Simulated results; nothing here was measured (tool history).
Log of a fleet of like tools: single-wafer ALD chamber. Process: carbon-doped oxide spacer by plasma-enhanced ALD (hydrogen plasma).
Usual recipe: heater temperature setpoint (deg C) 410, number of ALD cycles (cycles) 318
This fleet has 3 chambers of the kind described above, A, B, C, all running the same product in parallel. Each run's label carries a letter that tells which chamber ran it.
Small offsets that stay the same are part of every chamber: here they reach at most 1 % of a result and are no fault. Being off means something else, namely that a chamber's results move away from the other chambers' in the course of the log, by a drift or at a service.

run,day,heater temperature setpoint (deg C),number of ALD cycles (cycles),hours since the last thermocouple change,"read-back reference wafer on the same gauge, thickness_nm",mean film thickness on the monitor wafer (angstrom)
1A,0.525,410,318,1918,13.098,154.51
2B,1.033,410,318,997.6,13.094,155.37
3C,1.588,410,318,1510.2,13.108,155.69
4C,2.138,410,318,1523.4,13.093,155.72
5A,2.562,410,318,1966.9,13.096,155.44
6B,3.004,410,318,1044.9,13.111,155.9
7A,3.404,410,318,1987.1,13.103,154.71
# day 3.596: chamber B: thermocouple changed; heater temperature recalibrated
8B,3.804,410,318,5.1,13.101,155.66
9C,4.158,410,318,1571.9,13.097,155.5
10B,4.454,421,318,20.7,13.107,150.97
11C,4.775,421,318,1586.7,13.102,150.49
12A,5.138,421,318,2028.7,13.1,149.44
13C,5.483,410,318,1603.7,13.093,155.86
14A,5.912,410,318,2047.3,13.102,154.19
15B,6.167,410,318,61.8,13.096,155.82
16C,6.567,410,318,1629.7,13.111,155.29
17A,7.079,410,260,2075.3,13.103,126.89
18B,7.483,410,260,93.4,13.104,127.06
19C,7.9,410,260,1661.7,13.103,126.91
20B,8.433,410,318,116.2,13.098,154.83
21A,8.821,410,318,2117.1,13.099,154.69
22B,9.108,410,318,132.4,13.099,155.4
23A,9.629,410,318,2136.5,13.095,155.21
24C,9.908,410,318,1709.9,13.092,155.37
25A,10.158,410,318,2149.2,13.105,155.11

Read the log: is a single chamber off, either drifting away or since a service, is the gauge that measures every chamber drifting, or is nothing wrong beyond small per-chamber offsets? Name any odd chamber and what most likely caused it.

No chamber stands off beyond its own small offset, and the gauge holds steady.
